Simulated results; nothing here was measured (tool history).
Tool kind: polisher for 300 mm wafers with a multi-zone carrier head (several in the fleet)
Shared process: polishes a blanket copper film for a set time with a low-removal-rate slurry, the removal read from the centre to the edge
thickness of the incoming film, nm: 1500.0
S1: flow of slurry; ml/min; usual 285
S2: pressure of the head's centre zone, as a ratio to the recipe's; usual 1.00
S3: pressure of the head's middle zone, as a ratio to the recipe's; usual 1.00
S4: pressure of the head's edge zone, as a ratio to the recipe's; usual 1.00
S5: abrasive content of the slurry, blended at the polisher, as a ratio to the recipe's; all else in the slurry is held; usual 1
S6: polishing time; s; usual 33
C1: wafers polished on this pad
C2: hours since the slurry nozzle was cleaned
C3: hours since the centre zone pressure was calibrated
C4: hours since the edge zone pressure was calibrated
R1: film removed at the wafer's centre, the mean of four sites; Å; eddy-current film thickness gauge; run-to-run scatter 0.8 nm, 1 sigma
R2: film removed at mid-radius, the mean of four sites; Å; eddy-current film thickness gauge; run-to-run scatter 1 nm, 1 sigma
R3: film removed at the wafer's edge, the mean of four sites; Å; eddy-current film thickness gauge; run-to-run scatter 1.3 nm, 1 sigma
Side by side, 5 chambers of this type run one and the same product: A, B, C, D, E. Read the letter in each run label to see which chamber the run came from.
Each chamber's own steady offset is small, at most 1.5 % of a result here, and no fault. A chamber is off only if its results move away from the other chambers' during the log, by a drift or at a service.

run     day   S1    S2    S3    S4  S5  S6    C1     C2      C3      C4       R1       R2       R3
 1A   0.508  285  1.00  1.00  1.00   1  33   352  211.1   910.7   264.9  1136.00  1116.60  1095.30
      0.517  -- chamber B: worn pad replaced by a new one
 2C   1.021  285  1.00  1.00  1.00   1  33   839  282.4   117.4   569.2  1120.80  1115.40  1112.90
      1.175  -- chamber E: worn pad replaced by a new one
 3B   1.467  285  1.00  1.00  1.00   1  33   317  285.1    67.0  1337.2  1126.40  1142.60  1134.60
      1.575  -- chamber D: worn pad replaced by a new one
      1.808  -- chamber C: worn pad replaced by a new one
 4D   1.838  285  1.00  1.00  1.00   1  33    88   85.7   803.1  1344.3  1139.00  1149.30  1114.20
      2.275  -- chamber B: edge zone pressure recalibrated
 5E   2.300  285  1.00  1.00  1.00   1  33   376   86.0   163.5   350.5  1121.60  1130.10  1128.10
 6E   2.612  285  1.00  1.00  1.00   1  33   480   93.5   171.0   358.0  1116.70  1117.40  1110.90
      2.729  -- chamber C: edge zone pressure recalibrated
      2.796  -- chamber A: worn pad replaced by a new one
 7D   3.004  285  1.00  0.93  1.00   1  33   478  113.7   831.1  1372.3  1139.00  1064.90  1149.40
 8C   3.471  285  1.00  0.93  1.00   1  33   556  341.2   176.2    17.9  1112.80  1057.10  1116.50
      3.838  -- chamber B: worn pad replaced by a new one
 9B   3.946  285  1.00  0.93  1.00   1  33    36  344.6   126.5    40.1  1129.70  1063.00  1149.10
10A   4.196  285  1.00  0.93  1.00   1  33   468  299.6   999.2   353.4  1132.10  1050.10  1110.60
11A   4.633  285  1.00  0.93  1.00   1  33   615  310.1  1009.7   363.9  1137.10  1067.20  1127.70
      4.679  -- chamber D: worn pad replaced by a new one
      4.754  -- chamber E: worn pad replaced by a new one
      4.883  -- chamber C: worn pad replaced by a new one
12E   4.925  285  1.00  1.00  1.00   1  33    57  149.0   226.5   413.5  1124.30  1133.50  1154.40
13B   5.346  285  1.00  1.00  1.00   1  33   504  378.2   160.1    73.7  1142.70  1142.40  1137.60
      5.412  -- chamber D: centre zone pressure recalibrated
14C   5.633  285  1.00  1.00  1.00   1  33   251  393.1   228.1    69.8  1119.70  1126.40  1138.40
15D   6.067  250  0.91  1.00  1.00   1  33   464  187.2    15.8  1445.8   924.79  1123.60  1137.10
      6.354  -- chamber A: worn pad replaced by a new one
16A   6.392  250  0.91  1.00  1.00   1  33    13  352.3  1051.9   406.1   993.46  1118.00  1109.50
17C   6.767  250  0.91  1.00  1.00   1  33   630  420.3   255.3    97.0   992.15  1089.50  1101.40
18E   7.104  250  0.91  1.00  1.00   1  33   785  201.3   278.8   465.8   996.45  1114.20  1113.30
      7.192  -- chamber B: slurry nozzle cleaned
      7.475  -- chamber B: worn pad replaced by a new one
19B   7.608  250  0.91  1.00  1.00   1  33    45   10.1   214.4   128.0  1008.80  1134.80  1112.20
      7.767  -- chamber D: worn pad replaced by a new one
      7.783  -- chamber C: worn pad replaced by a new one
      8.021  -- chamber D: edge zone pressure recalibrated
20D   8.054  285  1.00  1.00  1.00   1  33    96  234.9    63.5     0.8  1043.50  1148.40  1124.90
      8.192  -- chamber E: worn pad replaced by a new one
21C   8.412  285  1.00  1.00  1.09   1  33   210  459.8   294.8   136.5  1113.40  1125.80  1182.90
22E   8.717  285  1.00  1.00  1.09   1  33   175  240.0   317.5   504.5  1138.90  1119.60  1172.90
      8.933  -- chamber E: edge zone pressure recalibrated
      9.142  -- chamber D: slurry nozzle cleaned
23D   9.188  285  1.00  1.00  1.09   1  33   474    1.1    90.7    28.0  1047.90  1147.70  1182.70
24A   9.554  285  1.00  1.00  1.09   1  33  1069  428.2  1127.8   482.0  1138.20  1136.10  1175.50
      9.712  -- chamber A: worn pad replaced by a new one
25B  10.067  285  1.00  1.00  1.09   1  33   866   69.1   273.4   187.0  1141.30  1155.80  1193.80
26B  10.446  285  1.00  1.00  1.00   1  33   993   78.2   282.5   196.1  1142.80  1140.50  1132.00
     10.600  -- chamber D: worn pad replaced by a new one
27A  10.850  285  1.00  1.00  1.00   1  33   381  459.3  1158.9   513.1  1142.20  1122.70  1134.00
     11.000  -- chamber C: worn pad replaced by a new one
     11.304  -- chamber B: worn pad replaced by a new one
28C  11.350  285  1.00  1.00  1.00   1  33   118  530.3   365.3   207.0  1122.40  1109.70  1128.70
     11.488  -- chamber E: worn pad replaced by a new one
29D  11.754  285  1.00  1.00  1.00   1  33   385   62.7   152.3    89.6  1051.90  1134.90  1136.10
     11.979  -- chamber A: centre zone pressure recalibrated
30E  12.200  285  1.00  1.00  1.00   1  27   238  323.6   401.1    78.4   904.35   917.16   913.52
31E  12.658  285  1.00  1.00  1.00   1  27   391  334.6   412.1    89.4   922.61   924.21   922.08
32B  13.029  285  1.00  1.00  1.00   1  27   576  140.2   344.5   258.1   933.81   925.61   936.81
     13.096  -- chamber A: worn pad replaced by a new one
33A  13.271  285  1.00  1.00  1.00   1  27    59  517.4    31.1   571.2   930.59   915.29   905.33
     13.417  -- chamber A: edge zone pressure recalibrated
     13.588  -- chamber D: worn pad replaced by a new one
34D  13.725  285  1.00  1.00  1.00   1  27    46  110.0   199.6   136.9   847.58   930.23   919.75
     13.992  -- chamber C: worn pad replaced by a new one
35C  14.062  285  1.00  1.00  1.00   1  33    24  595.4   430.4   272.1  1108.20  1119.30  1118.00
36D  14.362  285  1.00  1.00  1.00   1  33   258  125.3   214.9   152.2  1040.40  1155.20  1138.60
37B  14.629  285  1.00  1.00  1.00   1  33  1110  178.6   382.9   296.5  1133.40  1150.60  1150.50
38A  14.879  285  1.00  1.00  1.00   1  33   596  556.0    69.7    35.2  1133.40  1132.50  1133.00
39C  15.279  285  1.00  1.00  1.00   1  33   430  624.6   459.6   301.3  1114.70  1127.60  1118.10

Each of the 5 chambers runs these same settings next. Fill in every chamber's results:
40A  15.667  240  1.00  1.00  1.00   1  33                   ?   ?   ?
40B  15.667  240  1.00  1.00  1.00   1  33                   ?   ?   ?
40C  15.667  240  1.00  1.00  1.00   1  33                   ?   ?   ?
40D  15.667  240  1.00  1.00  1.00   1  33                   ?   ?   ?
40E  15.667  240  1.00  1.00  1.00   1  33                   ?   ?   ?

run       R1       R2       R3
40A  1110.50  1114.40  1105.10
40B  1110.40  1113.00  1127.90
40C  1097.00  1100.90  1076.70
40D  1016.90  1128.40  1131.20
40E  1088.20  1109.20  1083.90
